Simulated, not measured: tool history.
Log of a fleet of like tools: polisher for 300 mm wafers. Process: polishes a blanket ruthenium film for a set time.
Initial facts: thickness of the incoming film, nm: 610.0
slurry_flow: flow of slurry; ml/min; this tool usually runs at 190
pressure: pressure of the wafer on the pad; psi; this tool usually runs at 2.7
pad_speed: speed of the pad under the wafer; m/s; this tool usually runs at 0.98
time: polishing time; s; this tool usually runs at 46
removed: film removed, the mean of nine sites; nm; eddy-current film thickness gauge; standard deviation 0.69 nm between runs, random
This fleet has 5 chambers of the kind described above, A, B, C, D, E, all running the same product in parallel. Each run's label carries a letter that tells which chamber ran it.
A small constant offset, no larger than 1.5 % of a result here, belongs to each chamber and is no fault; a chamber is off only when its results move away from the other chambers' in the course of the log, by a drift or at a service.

{"run": "1A", "hour": 7.4, "slurry_flow": 190, "pressure": 2.7, "pad_speed": 0.98, "time": 46, "removed": 55.596}
{"run": "2D", "hour": 12.8, "slurry_flow": 190, "pressure": 2.7, "pad_speed": 0.98, "time": 46, "removed": 54.308}
{"hour": 16.5, "done": "chamber A: head pressure recalibrated"}
{"run": "3C", "hour": 19.4, "slurry_flow": 190, "pressure": 2.7, "pad_speed": 0.98, "time": 46, "removed": 56.262}
{"hour": 21.0, "done": "chamber D: worn pad replaced by a new one"}
{"hour": 24.3, "done": "chamber E: worn pad replaced by a new one"}
{"run": "4B", "hour": 26.4, "slurry_flow": 190, "pressure": 2.7, "pad_speed": 0.98, "time": 46, "removed": 54.157}
{"run": "5E", "hour": 32.7, "slurry_flow": 190, "pressure": 2.7, "pad_speed": 0.98, "time": 46, "removed": 55.225}
{"hour": 33.0, "done": "chamber A: worn pad replaced by a new one"}
{"run": "6E", "hour": 40.6, "slurry_flow": 190, "pressure": 2.7, "pad_speed": 0.98, "time": 46, "removed": 53.836}
{"hour": 44.3, "done": "chamber B: worn pad replaced by a new one"}
{"run": "7D", "hour": 44.4, "slurry_flow": 130, "pressure": 2.7, "pad_speed": 0.82, "time": 46, "removed": 43.908}
{"run": "8C", "hour": 51.9, "slurry_flow": 130, "pressure": 2.7, "pad_speed": 0.82, "time": 46, "removed": 43.542}
{"run": "9B", "hour": 58.6, "slurry_flow": 130, "pressure": 2.7, "pad_speed": 0.82, "time": 46, "removed": 43.619}
{"run": "10A", "hour": 63.4, "slurry_flow": 130, "pressure": 2.7, "pad_speed": 0.82, "time": 46, "removed": 42.403}
{"run": "11D", "hour": 67.4, "slurry_flow": 130, "pressure": 2.7, "pad_speed": 0.82, "time": 46, "removed": 43.183}
{"hour": 67.5, "done": "chamber A: slurry nozzle cleaned"}
{"run": "12B", "hour": 74.0, "slurry_flow": 190, "pressure": 2.7, "pad_speed": 0.98, "time": 46, "removed": 55.549}
{"run": "13E", "hour": 80.0, "slurry_flow": 190, "pressure": 2.7, "pad_speed": 0.98, "time": 46, "removed": 54.513}
{"hour": 81.0, "done": "chamber D: worn pad replaced by a new one"}
{"run": "14A", "hour": 87.2, "slurry_flow": 190, "pressure": 2.7, "pad_speed": 0.98, "time": 46, "removed": 54.497}
{"run": "15C", "hour": 93.6, "slurry_flow": 190, "pressure": 2.7, "pad_speed": 0.98, "time": 46, "removed": 56.528}
{"run": "16C", "hour": 97.8, "slurry_flow": 190, "pressure": 2.7, "pad_speed": 0.98, "time": 46, "removed": 56.169}
{"hour": 98.7, "done": "chamber A: worn pad replaced by a new one"}
{"run": "17B", "hour": 101.3, "slurry_flow": 190, "pressure": 2.7, "pad_speed": 0.98, "time": 46, "removed": 53.147}
{"run": "18A", "hour": 105.1, "slurry_flow": 190, "pressure": 2.7, "pad_speed": 0.98, "time": 46, "removed": 54.261}
{"hour": 109.5, "done": "chamber C: worn pad replaced by a new one"}
{"hour": 109.7, "done": "chamber B: worn pad replaced by a new one"}
{"hour": 111.0, "done": "chamber E: worn pad replaced by a new one"}
{"run": "19D", "hour": 112.0, "slurry_flow": 190, "pressure": 2.7, "pad_speed": 0.98, "time": 46, "removed": 54.346}
{"run": "20E", "hour": 117.4, "slurry_flow": 190, "pressure": 2.7, "pad_speed": 0.98, "time": 46, "removed": 53.317}
{"run": "21A", "hour": 124.6, "slurry_flow": 190, "pressure": 2.7, "pad_speed": 0.98, "time": 46, "removed": 56.797}
{"run": "22C", "hour": 132.3, "slurry_flow": 190, "pressure": 2.7, "pad_speed": 0.98, "time": 46, "removed": 55.694}
{"run": "23E", "hour": 140.1, "slurry_flow": 190, "pressure": 2.7, "pad_speed": 0.98, "time": 46, "removed": 54.222}
{"run": "24D", "hour": 146.4, "slurry_flow": 190, "pressure": 2.7, "pad_speed": 0.98, "time": 46, "removed": 55.573}
{"hour": 149.2, "done": "chamber D: worn pad replaced by a new one"}
{"run": "25B", "hour": 152.5, "slurry_flow": 190, "pressure": 2.7, "pad_speed": 0.98, "time": 46, "removed": 51.699}
{"run": "26A", "hour": 159.1, "slurry_flow": 190, "pressure": 3.2, "pad_speed": 0.98, "time": 38, "removed": 53.773}
{"hour": 164.7, "done": "chamber B: worn pad replaced by a new one"}
{"run": "27B", "hour": 166.3, "slurry_flow": 190, "pressure": 3.2, "pad_speed": 0.98, "time": 38, "removed": 50.21}
{"hour": 171.0, "done": "chamber A: worn pad replaced by a new one"}
{"run": "28C", "hour": 173.3, "slurry_flow": 190, "pressure": 3.2, "pad_speed": 0.98, "time": 38, "removed": 54.764}
{"hour": 180.4, "done": "chamber B: slurry nozzle cleaned"}
{"run": "29D", "hour": 181.0, "slurry_flow": 190, "pressure": 3.2, "pad_speed": 0.98, "time": 38, "removed": 53.041}
{"hour": 181.7, "done": "chamber E: head pressure recalibrated"}
{"run": "30E", "hour": 185.3, "slurry_flow": 190, "pressure": 3.2, "pad_speed": 0.98, "time": 38, "removed": 54.817}
{"run": "31B", "hour": 190.9, "slurry_flow": 190, "pressure": 2.7, "pad_speed": 0.98, "time": 46, "removed": 49.657}
{"hour": 193.1, "done": "chamber E: worn pad replaced by a new one"}
{"run": "32E", "hour": 196.1, "slurry_flow": 190, "pressure": 2.7, "pad_speed": 0.98, "time": 46, "removed": 54.627}
{"run": "33A", "hour": 201.4, "slurry_flow": 190, "pressure": 2.7, "pad_speed": 0.98, "time": 46, "removed": 55.961}
{"run": "34D", "hour": 208.8, "slurry_flow": 190, "pressure": 2.7, "pad_speed": 0.98, "time": 46, "removed": 55.152}
{"run": "35C", "hour": 213.0, "slurry_flow": 190, "pressure": 2.7, "pad_speed": 0.98, "time": 46, "removed": 54.802}

Each of the 5 chambers runs these same settings next. Fill in every chamber's results:
{"run": "36A", "hour": 218.6, "slurry_flow": 190, "pressure": 2.7, "pad_speed": 1.1, "time": 46, "removed": "?"}
{"run": "36B", "hour": 218.6, "slurry_flow": 190, "pressure": 2.7, "pad_speed": 1.1, "time": 46, "removed": "?"}
{"run": "36C", "hour": 218.6, "slurry_flow": 190, "pressure": 2.7, "pad_speed": 1.1, "time": 46, "removed": "?"}
{"run": "36D", "hour": 218.6, "slurry_flow": 190, "pressure": 2.7, "pad_speed": 1.1, "time": 46, "removed": "?"}
{"run": "36E", "hour": 218.6, "slurry_flow": 190, "pressure": 2.7, "pad_speed": 1.1, "time": 46, "removed": "?"}

run=36A removed=61.728
run=36B removed=53.704
run=36C removed=63.122
run=36D removed=61.690
run=36E removed=60.043
